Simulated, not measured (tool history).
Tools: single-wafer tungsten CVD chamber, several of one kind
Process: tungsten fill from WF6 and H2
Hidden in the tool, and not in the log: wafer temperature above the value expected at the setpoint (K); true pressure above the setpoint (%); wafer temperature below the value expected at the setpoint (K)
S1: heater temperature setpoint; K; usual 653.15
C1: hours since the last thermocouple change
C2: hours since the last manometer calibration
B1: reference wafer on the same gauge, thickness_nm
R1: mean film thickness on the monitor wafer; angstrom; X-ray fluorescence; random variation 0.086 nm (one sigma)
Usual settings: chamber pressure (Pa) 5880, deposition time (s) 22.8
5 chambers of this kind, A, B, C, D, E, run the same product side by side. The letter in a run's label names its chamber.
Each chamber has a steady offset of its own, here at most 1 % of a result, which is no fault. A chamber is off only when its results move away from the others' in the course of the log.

Run 1A, day 0.371: usual settings; C1 909.8; C2 87.4; B1 58.368. Result: R1 532.98 angstrom.
Run 2B, day 0.75: usual settings; C1 652.9; C2 460.2; B1 58.396. Result: R1 535.5 angstrom.
Run 3E, day 0.95: usual settings; C1 1122.4; C2 602.7; B1 58.352. Result: R1 540.39 angstrom.
Run 4D, day 1.308: usual settings; C1 1690.9; C2 376; B1 58.35. Result: R1 535.93 angstrom.
Run 5C, day 1.7: usual settings but S1 642.15 K, deposition time (s) 26.2; C1 206.4; C2 731.4; B1 58.327. Result: R1 498.42 angstrom.
Run 6D, day 1.908: usual settings but S1 642.15 K, deposition time (s) 26.2; C1 1705.3; C2 390.4; B1 58.332. Result: R1 490.53 angstrom.
Run 7A, day 2.317: usual settings but S1 642.15 K, deposition time (s) 26.2; C1 956.5; C2 134.1; B1 58.313. Result: R1 486.02 angstrom.
Run 8C, day 2.612: usual settings but S1 642.15 K, deposition time (s) 26.2; C1 228.3; C2 753.3; B1 58.302. Result: R1 494.9 angstrom.
Run 9B, day 2.846: usual settings but S1 642.15 K, deposition time (s) 26.2; C1 703.2; C2 510.5; B1 58.301. Result: R1 486.72 angstrom.
Run 10E, day 3.279: usual settings; C1 1178.3; C2 658.6; B1 58.29. Result: R1 539.35 angstrom.
Run 11A, day 3.533: usual settings; C1 985.7; C2 163.3; B1 58.27. Result: R1 531.92 angstrom.
Run 12D, day 3.733: usual settings; C1 1749.1; C2 434.2; B1 58.283. Result: R1 536.82 angstrom.
Run 13E, day 4.008: usual settings; C1 1195.8; C2 676.1; B1 58.258. Result: R1 539.57 angstrom.
Run 14C, day 4.371: usual settings; C1 270.5; C2 795.5; B1 58.262. Result: R1 539.7 angstrom.
Run 15B, day 4.588: usual settings; C1 745; C2 552.3; B1 58.224. Result: R1 534.26 angstrom.
Run 16C, day 4.975: usual settings; C1 285; C2 810; B1 58.244. Result: R1 539.86 angstrom.
Run 17B, day 5.204: usual settings; C1 759.8; C2 567.1; B1 58.193. Result: R1 531.99 angstrom.
Run 18A, day 5.525: usual settings but chamber pressure (Pa) 4800; C1 1033.5; C2 211.1; B1 58.179. Result: R1 484.29 angstrom.
Run 19D, day 5.771: usual settings but chamber pressure (Pa) 4800; C1 1798; C2 483.1; B1 58.179. Result: R1 486.53 angstrom.
Run 20E, day 6.058: usual settings but chamber pressure (Pa) 4800; C1 1245; C2 725.3; B1 58.153. Result: R1 489.62 angstrom.
Run 21C, day 6.379: usual settings but chamber pressure (Pa) 4800; C1 318.7; C2 843.7; B1 58.159. Result: R1 492 angstrom.
Run 22A, day 6.708: usual settings but chamber pressure (Pa) 4800; C1 1061.9; C2 239.5; B1 58.165. Result: R1 484.46 angstrom.
Run 23D, day 7.021: usual settings; C1 1828; C2 513.1; B1 58.14. Result: R1 535.15 angstrom.
Run 24E, day 7.35: usual settings; C1 1276; C2 756.3; B1 58.129. Result: R1 538.79 angstrom.
Run 25B, day 7.758: usual settings; C1 821.1; C2 628.4; B1 58.102. Result: R1 533.96 angstrom.
Run 26A, day 8.121: usual settings; C1 1095.8; C2 273.4; B1 58.103. Result: R1 530.75 angstrom.
Run 27C, day 8.362: usual settings but S1 646.15 K, chamber pressure (Pa) 4853; C1 366.3; C2 891.3; B1 58.099. Result: R1 428.57 angstrom.
At day 8.533: chamber C: capacitance manometer re-zeroed and calibrated.
Run 28B, day 8.658: usual settings but S1 646.15 K, chamber pressure (Pa) 4853; C1 842.7; C2 650; B1 58.088. Result: R1 421.17 angstrom.
Run 29E, day 9.112: usual settings but S1 646.15 K, chamber pressure (Pa) 4853; C1 1318.3; C2 798.6; B1 58.048. Result: R1 424.59 angstrom.
Run 30D, day 9.321: usual settings but S1 646.15 K, chamber pressure (Pa) 4853; C1 1883.2; C2 568.3; B1 58.044. Result: R1 422.04 angstrom.
Run 31C, day 9.571: usual settings but S1 646.15 K, chamber pressure (Pa) 4853; C1 395.3; C2 25; B1 58.022. Result: R1 426.67 angstrom.
Run 32A, day 9.979: usual settings; C1 1140.4; C2 318; B1 58.054. Result: R1 530.43 angstrom.

Next, every chamber runs the same settings. What will each give?
Run 33A, day 10.308: usual settings. Result: R1 ?.
Run 33B, day 10.308: usual settings. Result: R1 ?.
Run 33C, day 10.308: usual settings. Result: R1 ?.
Run 33D, day 10.308: usual settings. Result: R1 ?.
Run 33E, day 10.308: usual settings. Result: R1 ?.

run      R1
33A  530.31
33B  530.27
33C  537.06
33D  533.68
33E   536.7
